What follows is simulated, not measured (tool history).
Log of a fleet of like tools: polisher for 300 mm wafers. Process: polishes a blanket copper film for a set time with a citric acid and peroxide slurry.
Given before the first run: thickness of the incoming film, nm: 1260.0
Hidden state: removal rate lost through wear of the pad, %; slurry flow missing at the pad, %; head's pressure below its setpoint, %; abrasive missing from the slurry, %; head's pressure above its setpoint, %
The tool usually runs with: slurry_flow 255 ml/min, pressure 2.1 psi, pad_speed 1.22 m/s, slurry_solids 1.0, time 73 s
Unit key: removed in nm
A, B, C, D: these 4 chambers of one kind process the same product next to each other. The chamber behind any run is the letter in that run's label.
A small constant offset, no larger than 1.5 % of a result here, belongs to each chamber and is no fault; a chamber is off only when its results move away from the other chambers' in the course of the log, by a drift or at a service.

| run | day | slurry_flow | pressure | pad_speed | slurry_solids | time | wafers polished on this pad | hours since the slurry nozzle was cleaned | hours since the head pressure was calibrated | hours since the slurry blender was calibrated | removed |
|---|---|---|---|---|---|---|---|---|---|---|---|
|  | 0.262 | chamber B: slurry blender recalibrated |
| 1A | 0.271 | 255 | 2.1 | 1.22 | 1.0 | 73 | 325 | 225.8 | 1152.7 | 189.7 | 130.72 |
| 2D | 0.667 | 255 | 2.1 | 1.22 | 1.0 | 73 | 447 | 602.4 | 183.9 | 98.0 | 127.50 |
| 3B | 1.021 | 255 | 2.1 | 1.22 | 1.0 | 73 | 384 | 191.7 | 351.2 | 18.2 | 128.60 |
|  | 1.138 | chamber A: worn pad replaced by a new one |
| 4C | 1.371 | 255 | 2.1 | 1.22 | 1.0 | 73 | 599 | 212.5 | 313.6 | 159.8 | 131.24 |
| 5B | 1.750 | 255 | 2.1 | 1.22 | 1.0 | 73 | 630 | 209.2 | 368.7 | 35.7 | 125.94 |
|  | 2.075 | chamber D: slurry blender recalibrated |
| 6C | 2.104 | 255 | 2.1 | 1.22 | 1.0 | 73 | 846 | 230.1 | 331.2 | 177.4 | 129.60 |
| 7D | 2.404 | 255 | 2.1 | 1.22 | 1.0 | 73 | 1032 | 644.1 | 225.6 | 7.9 | 127.20 |
|  | 2.475 | chamber C: worn pad replaced by a new one |
|  | 2.708 | chamber D: slurry nozzle cleaned |
| 8A | 2.829 | 255 | 2.1 | 1.22 | 1.0 | 94 | 570 | 287.2 | 1214.1 | 251.1 | 170.85 |
| 9A | 3.096 | 255 | 2.1 | 1.22 | 1.0 | 94 | 659 | 293.6 | 1220.5 | 257.5 | 166.89 |
|  | 3.108 | chamber D: worn pad replaced by a new one |
|  | 3.471 | chamber A: worn pad replaced by a new one |
|  | 3.496 | chamber B: worn pad replaced by a new one |
| 10B | 3.521 | 255 | 2.1 | 1.22 | 1.0 | 94 | 8 | 251.7 | 411.2 | 78.2 | 163.23 |
| 11D | 3.858 | 255 | 2.1 | 1.22 | 1.0 | 94 | 253 | 27.7 | 260.5 | 42.8 | 167.92 |
| 12C | 4.229 | 255 | 2.1 | 1.22 | 1.0 | 73 | 591 | 281.1 | 382.2 | 228.4 | 128.53 |
| 13B | 4.438 | 255 | 2.1 | 1.22 | 1.0 | 73 | 317 | 273.7 | 433.2 | 100.2 | 132.90 |
| 14D | 4.712 | 255 | 2.1 | 1.22 | 1.0 | 73 | 540 | 48.2 | 281.0 | 63.3 | 129.52 |
| 15C | 4.967 | 255 | 2.1 | 1.22 | 1.0 | 73 | 839 | 298.8 | 399.9 | 246.1 | 129.03 |
| 16A | 5.229 | 255 | 2.1 | 1.22 | 1.0 | 73 | 592 | 344.8 | 1271.7 | 308.7 | 130.41 |
|  | 5.254 | chamber A: worn pad replaced by a new one |
|  | 5.554 | chamber C: worn pad replaced by a new one |
| 17D | 5.633 | 255 | 2.1 | 1.22 | 1.0 | 73 | 850 | 70.3 | 303.1 | 85.4 | 128.08 |
| 18B | 5.846 | 255 | 2.1 | 1.22 | 1.0 | 73 | 790 | 307.5 | 467.0 | 134.0 | 125.47 |
|  | 6.075 | chamber A: slurry nozzle cleaned |
| 19C | 6.112 | 255 | 2.1 | 1.22 | 1.0 | 73 | 188 | 326.3 | 427.4 | 273.6 | 124.24 |
| 20A | 6.321 | 255 | 2.7 | 1.22 | 1.1 | 73 | 358 | 6.0 | 1297.9 | 334.9 | 175.96 |
| 21D | 6.646 | 255 | 2.7 | 1.22 | 1.1 | 73 | 1190 | 94.6 | 327.4 | 109.7 | 169.59 |
| 22B | 6.908 | 255 | 2.7 | 1.22 | 1.1 | 73 | 1148 | 333.0 | 492.5 | 159.5 | 166.93 |
|  | 7.129 | chamber A: worn pad replaced by a new one |
| 23A | 7.158 | 255 | 2.7 | 1.22 | 1.1 | 73 | 11 | 26.1 | 1318.0 | 355.0 | 171.49 |
| 24C | 7.617 | 255 | 2.1 | 1.22 | 1.0 | 73 | 693 | 362.4 | 463.5 | 309.7 | 120.64 |

Each of the 4 chambers runs these same settings next. Fill in every chamber's results:
| 25A | 7.946 | 255 | 2.1 | 1.22 | 1.3 | 73 |  |  |  |  | ? |
| 25B | 7.946 | 255 | 2.1 | 1.22 | 1.3 | 73 |  |  |  |  | ? |
| 25C | 7.946 | 255 | 2.1 | 1.22 | 1.3 | 73 |  |  |  |  | ? |
| 25D | 7.946 | 255 | 2.1 | 1.22 | 1.3 | 73 |  |  |  |  | ? |

| run | removed |
|---|---|
| 25A | 140.11 |
| 25B | 132.73 |
| 25C | 126.02 |
| 25D | 137.06 |
